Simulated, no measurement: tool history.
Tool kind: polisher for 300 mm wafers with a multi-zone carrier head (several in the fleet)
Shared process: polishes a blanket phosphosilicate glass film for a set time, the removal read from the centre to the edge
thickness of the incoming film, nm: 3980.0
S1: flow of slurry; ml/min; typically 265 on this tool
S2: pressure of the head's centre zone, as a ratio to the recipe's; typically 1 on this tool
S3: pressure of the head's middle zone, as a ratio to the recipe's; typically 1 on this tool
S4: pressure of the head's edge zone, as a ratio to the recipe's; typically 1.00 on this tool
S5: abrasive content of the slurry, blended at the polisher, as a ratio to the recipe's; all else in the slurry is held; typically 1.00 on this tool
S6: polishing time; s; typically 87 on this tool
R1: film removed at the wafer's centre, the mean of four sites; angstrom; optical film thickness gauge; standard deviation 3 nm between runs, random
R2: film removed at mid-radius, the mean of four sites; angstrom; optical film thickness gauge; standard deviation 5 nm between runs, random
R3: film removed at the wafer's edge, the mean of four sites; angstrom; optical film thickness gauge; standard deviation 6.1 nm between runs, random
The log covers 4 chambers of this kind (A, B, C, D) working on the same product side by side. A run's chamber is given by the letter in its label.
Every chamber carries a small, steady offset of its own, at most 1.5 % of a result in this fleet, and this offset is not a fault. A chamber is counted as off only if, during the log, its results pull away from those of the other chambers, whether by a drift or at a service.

run   hour   S1  S2  S3    S4    S5   S6      R1      R2      R3
       6.9  -- chamber D: centre zone pressure recalibrated
       8.0  -- chamber D: worn pad replaced by a new one
       9.2  -- chamber C: slurry nozzle cleaned
 1B    9.2  265   1   1  1.00  1.00   87  4092.7  4073.8  3998.3
      20.7  -- chamber C: worn pad replaced by a new one
 2C   24.1  265   1   1  1.00  1.00   87  4046.7  4121.1  4218.0
      24.3  -- chamber B: worn pad replaced by a new one
      28.7  -- chamber A: slurry nozzle cleaned
 3A   39.4  265   1   1  1.00  1.00   87  4084.1  3986.0  3992.0
 4D   47.2  265   1   1  1.00  1.00   87  4034.2  4102.7  4051.3
 5C   55.1  265   1   1  1.00  1.00   87  4084.4  4185.7  4125.4
 6D   64.2  265   1   1  1.10  1.00   87  4060.6  4002.7  4243.5
 7B   77.9  265   1   1  1.10  1.00   87  3963.3  4070.7  4074.3
      84.0  -- chamber D: worn pad replaced by a new one
 8A   86.5  265   1   1  1.10  1.00   87  4030.7  3959.2  4184.1
      86.7  -- chamber B: edge zone pressure recalibrated
      98.9  -- chamber C: worn pad replaced by a new one
      99.2  -- chamber A: centre zone pressure recalibrated
 9D  100.5  265   1   1  1.10  1.00   87  4125.1  4000.8  4220.1
10A  108.3  265   1   1  1.00  1.00   87  4018.5  4023.8  3925.2
11C  119.9  265   1   1  1.00  1.00   87  3997.1  4018.5  4095.4
     122.2  -- chamber B: worn pad replaced by a new one
     127.2  -- chamber D: edge zone pressure recalibrated
12B  131.4  265   1   1  1.00  1.00   87  4079.9  3991.1  3970.9
13A  139.1  265   1   1  1.00  1.00   87  3969.4  3857.6  3919.6
14D  145.9  265   1   1  1.00  1.00   87  4060.1  4069.3  4044.6
     157.8  -- chamber D: worn pad replaced by a new one
15B  158.0  265   1   1  1.00  1.00   87  4085.1  4070.4  3923.6
16C  173.2  265   1   1  0.96  1.15   87  4337.2  4386.5  4288.3
     174.6  -- chamber C: worn pad replaced by a new one
17A  185.4  265   1   1  0.96  1.15   87  4218.8  4130.6  4078.0
18D  199.6  265   1   1  0.96  1.15   87  4275.2  4355.2  4212.9
19C  213.0  265   1   1  0.96  1.15   87  4297.8  4345.9  4362.3
     216.9  -- chamber B: worn pad replaced by a new one
20B  219.8  265   1   1  1.00  1.00   87  4086.7  4038.0  3964.1
     230.1  -- chamber A: edge zone pressure recalibrated
21C  232.0  265   1   1  1.11  1.00  109  5067.1  5156.5  5418.4
     233.6  -- chamber D: worn pad replaced by a new one
22B  240.0  265   1   1  1.11  1.00  109  5107.1  5188.4  5314.1
     243.2  -- chamber C: worn pad replaced by a new one
23A  247.7  265   1   1  1.11  1.00  109  4766.2  4794.2  5115.0
24D  262.9  265   1   1  1.11  1.00  109  5071.6  5111.4  5372.1
25C  274.6  265   1   1  1.00  1.00   87  4020.9  4086.0  4170.1
     282.3  -- chamber D: slurry nozzle cleaned
26A  286.0  265   1   1  1.00  1.00   87  3738.8  3758.1  3649.5
27B  295.6  265   1   1  1.00  1.00   87  4012.4  4045.8  3912.6
     301.0  -- chamber B: centre zone pressure recalibrated
     306.2  -- chamber D: worn pad replaced by a new one
28D  310.2  265   1   1  1.00  1.00   87  4044.6  4084.6  4020.6
     312.6  -- chamber B: worn pad replaced by a new one
     319.0  -- chamber B: slurry nozzle cleaned
29A  323.4  265   1   1  1.00  1.00   87  3736.3  3637.9  3701.5
30B  331.5  265   1   1  1.00  1.00   87  4030.4  4044.4  3988.5

All chambers now run identical settings, listed one chamber a line with results as question marks. What results will each chamber show?
31A  342.6  265   1   1  1.00  1.00  87   ?   ?   ?
31B  342.6  265   1   1  1.00  1.00  87   ?   ?   ?
31C  342.6  265   1   1  1.00  1.00  87   ?   ?   ?
31D  342.6  265   1   1  1.00  1.00  87   ?   ?   ?

run      R1      R2      R3
31A  3655.1  3610.1  3577.5
31B  4017.6  4037.2  4055.9
31C  4029.6  4091.3  4096.3
31D  4109.6  4063.3  3994.8

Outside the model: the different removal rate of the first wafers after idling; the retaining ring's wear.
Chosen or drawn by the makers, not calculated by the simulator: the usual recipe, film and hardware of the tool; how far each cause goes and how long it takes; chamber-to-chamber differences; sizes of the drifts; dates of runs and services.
